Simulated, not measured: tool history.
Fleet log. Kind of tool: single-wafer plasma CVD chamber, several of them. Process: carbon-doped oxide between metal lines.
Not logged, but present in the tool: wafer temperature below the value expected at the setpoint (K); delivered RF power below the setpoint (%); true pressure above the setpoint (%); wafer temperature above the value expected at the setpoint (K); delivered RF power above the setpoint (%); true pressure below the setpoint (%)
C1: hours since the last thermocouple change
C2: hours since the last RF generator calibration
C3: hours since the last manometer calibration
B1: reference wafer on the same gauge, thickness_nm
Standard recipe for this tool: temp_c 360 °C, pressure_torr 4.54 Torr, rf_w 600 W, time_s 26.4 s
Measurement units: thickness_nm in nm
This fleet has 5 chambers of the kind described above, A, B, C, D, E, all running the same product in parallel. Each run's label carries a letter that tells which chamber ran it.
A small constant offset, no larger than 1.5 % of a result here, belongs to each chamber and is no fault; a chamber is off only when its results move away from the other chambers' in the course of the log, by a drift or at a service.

{"run": "1C", "hour": 8.2, "temp_c": 360, "pressure_torr": 4.54, "rf_w": 600, "time_s": 26.4, "C1": 1237, "C2": 949.9, "C3": 255.5, "B1": 129.01, "thickness_nm": 143.92}
{"run": "2A", "hour": 19.6, "temp_c": 360, "pressure_torr": 4.54, "rf_w": 600, "time_s": 26.4, "C1": 2110, "C2": 675.2, "C3": 1627.9, "B1": 128.98, "thickness_nm": 145.05}
{"hour": 22.6, "done": "chamber E: RF generator calibrated"}
{"run": "3E", "hour": 25.3, "temp_c": 360, "pressure_torr": 4.54, "rf_w": 600, "time_s": 26.4, "C1": 158.3, "C2": 2.7, "C3": 920.6, "B1": 129.01, "thickness_nm": 144.35}
{"run": "4D", "hour": 35.6, "temp_c": 360, "pressure_torr": 4.54, "rf_w": 600, "time_s": 26.4, "C1": 454.8, "C2": 420.1, "C3": 1011.2, "B1": 129.03, "thickness_nm": 145.07}
{"run": "5B", "hour": 44.4, "temp_c": 360, "pressure_torr": 4.54, "rf_w": 600, "time_s": 26.4, "C1": 184.5, "C2": 323.3, "C3": 71.4, "B1": 128.96, "thickness_nm": 143.65}
{"run": "6C", "hour": 55.7, "temp_c": 360, "pressure_torr": 4.54, "rf_w": 600, "time_s": 26.4, "C1": 1284.5, "C2": 997.4, "C3": 303, "B1": 129, "thickness_nm": 144.67}
{"run": "7A", "hour": 63.1, "temp_c": 360, "pressure_torr": 4.54, "rf_w": 600, "time_s": 26.4, "C1": 2153.5, "C2": 718.7, "C3": 1671.4, "B1": 128.98, "thickness_nm": 145.89}
{"run": "8B", "hour": 70.1, "temp_c": 360, "pressure_torr": 4.54, "rf_w": 600, "time_s": 26.4, "C1": 210.2, "C2": 349, "C3": 97.1, "B1": 128.95, "thickness_nm": 143.13}
{"run": "9D", "hour": 79.1, "temp_c": 360, "pressure_torr": 4.54, "rf_w": 600, "time_s": 26.4, "C1": 498.3, "C2": 463.6, "C3": 1054.7, "B1": 128.95, "thickness_nm": 145.36}
{"run": "10E", "hour": 87.6, "temp_c": 360, "pressure_torr": 4.54, "rf_w": 600, "time_s": 26.4, "C1": 220.6, "C2": 65, "C3": 982.9, "B1": 128.87, "thickness_nm": 144.11}
{"hour": 93.4, "done": "chamber A: RF generator calibrated"}
{"run": "11C", "hour": 93.9, "temp_c": 360, "pressure_torr": 4.54, "rf_w": 600, "time_s": 26.4, "C1": 1322.7, "C2": 1035.6, "C3": 341.2, "B1": 128.96, "thickness_nm": 143.59}
{"run": "12E", "hour": 104.3, "temp_c": 360, "pressure_torr": 4.54, "rf_w": 600, "time_s": 26.4, "C1": 237.3, "C2": 81.7, "C3": 999.6, "B1": 128.99, "thickness_nm": 144.33}
{"run": "13D", "hour": 110.8, "temp_c": 360, "pressure_torr": 4.54, "rf_w": 600, "time_s": 26.4, "C1": 530, "C2": 495.3, "C3": 1086.4, "B1": 129.02, "thickness_nm": 145.52}
{"run": "14B", "hour": 121.1, "temp_c": 360, "pressure_torr": 4.54, "rf_w": 600, "time_s": 26.4, "C1": 261.2, "C2": 400, "C3": 148.1, "B1": 128.98, "thickness_nm": 143.74}
{"run": "15A", "hour": 127.4, "temp_c": 360, "pressure_torr": 4.54, "rf_w": 600, "time_s": 26.4, "C1": 2217.8, "C2": 34.1, "C3": 1735.7, "B1": 128.96, "thickness_nm": 145.52}
{"run": "16C", "hour": 134.9, "temp_c": 360, "pressure_torr": 4.54, "rf_w": 600, "time_s": 29.1, "C1": 1363.7, "C2": 1076.6, "C3": 382.2, "B1": 129.04, "thickness_nm": 158.6}
{"hour": 137.9, "done": "chamber A: thermocouple changed; heater temperature recalibrated"}
{"run": "17D", "hour": 140.3, "temp_c": 360, "pressure_torr": 4.54, "rf_w": 600, "time_s": 29.1, "C1": 559.5, "C2": 524.8, "C3": 1115.9, "B1": 129.08, "thickness_nm": 159.28}
{"run": "18E", "hour": 148.6, "temp_c": 360, "pressure_torr": 4.54, "rf_w": 600, "time_s": 29.1, "C1": 281.6, "C2": 126, "C3": 1043.9, "B1": 128.98, "thickness_nm": 158.9}
{"run": "19B", "hour": 154.8, "temp_c": 360, "pressure_torr": 4.54, "rf_w": 600, "time_s": 29.1, "C1": 294.9, "C2": 433.7, "C3": 181.8, "B1": 129.07, "thickness_nm": 158.31}
{"run": "20A", "hour": 163.6, "temp_c": 360, "pressure_torr": 4.54, "rf_w": 600, "time_s": 29.1, "C1": 25.7, "C2": 70.3, "C3": 1771.9, "B1": 128.99, "thickness_nm": 161.84}
{"run": "21C", "hour": 172.0, "temp_c": 374, "pressure_torr": 5.01, "rf_w": 600, "time_s": 26.4, "C1": 1400.8, "C2": 1113.7, "C3": 419.3, "B1": 128.96, "thickness_nm": 142.04}
{"run": "22A", "hour": 177.9, "temp_c": 374, "pressure_torr": 5.01, "rf_w": 600, "time_s": 26.4, "C1": 40, "C2": 84.6, "C3": 1786.2, "B1": 129.03, "thickness_nm": 143.87}
{"run": "23E", "hour": 185.2, "temp_c": 374, "pressure_torr": 5.01, "rf_w": 600, "time_s": 26.4, "C1": 318.2, "C2": 162.6, "C3": 1080.5, "B1": 129.05, "thickness_nm": 141.37}
{"run": "24B", "hour": 191.5, "temp_c": 374, "pressure_torr": 5.01, "rf_w": 600, "time_s": 26.4, "C1": 331.6, "C2": 470.4, "C3": 218.5, "B1": 129.09, "thickness_nm": 140.38}
{"run": "25D", "hour": 202.5, "temp_c": 374, "pressure_torr": 5.01, "rf_w": 600, "time_s": 26.4, "C1": 621.7, "C2": 587, "C3": 1178.1, "B1": 129.02, "thickness_nm": 143.02}
{"run": "26E", "hour": 209.9, "temp_c": 360, "pressure_torr": 4.54, "rf_w": 600, "time_s": 26.4, "C1": 342.9, "C2": 187.3, "C3": 1105.2, "B1": 128.96, "thickness_nm": 143.85}
{"hour": 211.0, "done": "chamber C: thermocouple changed; heater temperature recalibrated"}
{"run": "27B", "hour": 219.9, "temp_c": 360, "pressure_torr": 4.54, "rf_w": 600, "time_s": 26.4, "C1": 360, "C2": 498.8, "C3": 246.9, "B1": 129.04, "thickness_nm": 143.72}
{"run": "28C", "hour": 228.7, "temp_c": 360, "pressure_torr": 4.54, "rf_w": 600, "time_s": 26.4, "C1": 17.8, "C2": 1170.4, "C3": 476, "B1": 129.05, "thickness_nm": 144.41}
{"run": "29A", "hour": 240.0, "temp_c": 360, "pressure_torr": 4.54, "rf_w": 600, "time_s": 26.4, "C1": 102.1, "C2": 146.7, "C3": 1848.3, "B1": 129.03, "thickness_nm": 146.68}
{"run": "30D", "hour": 249.9, "temp_c": 360, "pressure_torr": 4.54, "rf_w": 600, "time_s": 26.4, "C1": 669.1, "C2": 634.4, "C3": 1225.5, "B1": 128.96, "thickness_nm": 145.4}
{"run": "31B", "hour": 257.7, "temp_c": 360, "pressure_torr": 4.54, "rf_w": 600, "time_s": 26.4, "C1": 397.8, "C2": 536.6, "C3": 284.7, "B1": 128.9, "thickness_nm": 144.08}
{"run": "32E", "hour": 268.0, "temp_c": 360, "pressure_torr": 4.54, "rf_w": 600, "time_s": 26.4, "C1": 401, "C2": 245.4, "C3": 1163.3, "B1": 129, "thickness_nm": 144.09}
{"run": "33A", "hour": 275.1, "temp_c": 352, "pressure_torr": 4.54, "rf_w": 600, "time_s": 26.4, "C1": 137.2, "C2": 181.8, "C3": 1883.4, "B1": 128.93, "thickness_nm": 150.8}
{"run": "34D", "hour": 282.8, "temp_c": 352, "pressure_torr": 4.54, "rf_w": 600, "time_s": 26.4, "C1": 702, "C2": 667.3, "C3": 1258.4, "B1": 128.95, "thickness_nm": 148.55}
{"run": "35C", "hour": 292.2, "temp_c": 352, "pressure_torr": 4.54, "rf_w": 600, "time_s": 26.4, "C1": 81.3, "C2": 1233.9, "C3": 539.5, "B1": 129.03, "thickness_nm": 147.1}
{"run": "36D", "hour": 302.9, "temp_c": 352, "pressure_torr": 4.54, "rf_w": 600, "time_s": 26.4, "C1": 722.1, "C2": 687.4, "C3": 1278.5, "B1": 129.03, "thickness_nm": 148.59}
{"run": "37C", "hour": 310.8, "temp_c": 352, "pressure_torr": 4.54, "rf_w": 600, "time_s": 26.4, "C1": 99.9, "C2": 1252.5, "C3": 558.1, "B1": 128.96, "thickness_nm": 147.17}
{"run": "38A", "hour": 318.1, "temp_c": 360, "pressure_torr": 4.54, "rf_w": 600, "time_s": 26.4, "C1": 180.2, "C2": 224.8, "C3": 1926.4, "B1": 129.02, "thickness_nm": 147.01}
{"run": "39B", "hour": 326.2, "temp_c": 360, "pressure_torr": 4.54, "rf_w": 600, "time_s": 26.4, "C1": 466.3, "C2": 605.1, "C3": 353.2, "B1": 128.99, "thickness_nm": 143.13}
{"run": "40E", "hour": 331.9, "temp_c": 360, "pressure_torr": 4.54, "rf_w": 600, "time_s": 26.4, "C1": 464.9, "C2": 309.3, "C3": 1227.2, "B1": 129.03, "thickness_nm": 143.84}

Next, every chamber runs the same settings. What will each give?
{"run": "41A", "hour": 340.4, "temp_c": 360, "pressure_torr": 4.54, "rf_w": 600, "time_s": 26.4, "thickness_nm": "?"}
{"run": "41B", "hour": 340.4, "temp_c": 360, "pressure_torr": 4.54, "rf_w": 600, "time_s": 26.4, "thickness_nm": "?"}
{"run": "41C", "hour": 340.4, "temp_c": 360, "pressure_torr": 4.54, "rf_w": 600, "time_s": 26.4, "thickness_nm": "?"}
{"run": "41D", "hour": 340.4, "temp_c": 360, "pressure_torr": 4.54, "rf_w": 600, "time_s": 26.4, "thickness_nm": "?"}
{"run": "41E", "hour": 340.4, "temp_c": 360, "pressure_torr": 4.54, "rf_w": 600, "time_s": 26.4, "thickness_nm": "?"}

run=41A thickness_nm=146.46
run=41B thickness_nm=144.03
run=41C thickness_nm=143.81
run=41D thickness_nm=145.22
run=41E thickness_nm=144.17
